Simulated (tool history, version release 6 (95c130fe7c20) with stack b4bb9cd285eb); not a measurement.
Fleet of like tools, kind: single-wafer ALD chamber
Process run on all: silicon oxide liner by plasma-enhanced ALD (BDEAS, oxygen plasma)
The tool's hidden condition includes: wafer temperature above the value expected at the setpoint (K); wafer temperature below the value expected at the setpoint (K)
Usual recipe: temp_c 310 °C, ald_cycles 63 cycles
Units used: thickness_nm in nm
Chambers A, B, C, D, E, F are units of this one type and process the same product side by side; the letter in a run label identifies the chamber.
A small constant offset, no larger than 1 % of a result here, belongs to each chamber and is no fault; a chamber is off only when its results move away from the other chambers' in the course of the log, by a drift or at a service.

run	hour	temp_c	ald_cycles	hours since the last thermocouple change	read-back reference wafer on the same gauge, thickness_nm	thickness_nm
1D	3.9	310	63	745.2	5.4091	5.7582
2C	8.7	310	63	49.9	5.4104	5.7361
3E	16.2	310	63	36.6	5.4102	5.8315
4A	21.8	310	63	394.2	5.4115	5.8084
5F	27.8	310	63	1678.2	5.413	5.8041
6B	34.8	320	59	868.3	5.4133	5.3478
7A	40.5	320	59	412.9	5.4121	5.3622
8B	47.1	320	59	880.6	5.4111	5.3485
9D	54.6	320	59	795.9	5.4147	5.3258
10F	60.5	320	59	1710.9	5.4138	5.3612
11E	66.4	320	59	86.8	5.4143	5.3864
12C	73.8	310	63	115	5.4146	5.7403
13C	78.4	310	63	119.6	5.4155	5.736
14B	82.7	296	52	916.2	5.4163	4.926
# hour 86.6: chamber F: thermocouple changed; heater temperature recalibrated
15E	90.1	296	52	110.5	5.4166	4.9629
16F	96.5	296	52	9.9	5.4193	4.9368
17D	104.4	296	52	845.7	5.4193	4.886
18A	112.4	296	52	484.8	5.4182	4.9369
19C	121	296	52	162.2	5.4182	4.8703
20D	128.5	310	63	869.8	5.4196	5.7537
21A	133.2	310	63	505.6	5.4203	5.8115
22F	139.2	310	63	52.6	5.4208	5.8092
23B	147.4	310	63	980.9	5.4225	5.808
24E	152.2	310	63	172.6	5.4222	5.8396
25E	157.4	310	63	177.8	5.4225	5.8367
26C	164.2	310	63	205.4	5.4215	5.7363
27A	168.4	310	63	540.8	5.4227	5.8145
28F	176.8	310	63	90.2	5.4239	5.8178
29B	182.6	310	63	1016.1	5.4232	5.7957
30D	188.1	310	63	929.4	5.4236	5.7668
31B	193.9	310	63	1027.4	5.4251	5.8045
32D	202	310	63	943.3	5.4252	5.7678
33C	210.5	310	63	251.7	5.4255	5.7509
34E	217.8	317	73	238.2	5.427	6.7047
35A	223.9	317	73	596.3	5.4281	6.6734
36F	232.5	317	73	145.9	5.4284	6.6805
37D	237.4	317	73	978.7	5.4272	6.6188
38B	245.9	317	73	1079.4	5.4281	6.6561
39F	253.3	317	73	166.7	5.4301	6.6731
40C	260.4	310	63	301.6	5.4285	5.7515
41A	268.6	310	63	641	5.4316	5.8309
42E	275.2	310	63	295.6	5.4308	5.8551
43C	283	310	58	324.2	5.4316	5.3094
44E	290.1	310	58	310.5	5.4303	5.3881

All chambers now run identical settings, listed one chamber a line with results as question marks. What results will each chamber show?
45A	296.4	297	63			?
45B	296.4	297	63			?
45C	296.4	297	63			?
45D	296.4	297	63			?
45E	296.4	297	63			?
45F	296.4	297	63			?

run	thickness_nm
45A	5.9556
45B	5.9633
45C	5.8943
45D	5.9106
45E	6.0008
45F	5.9671
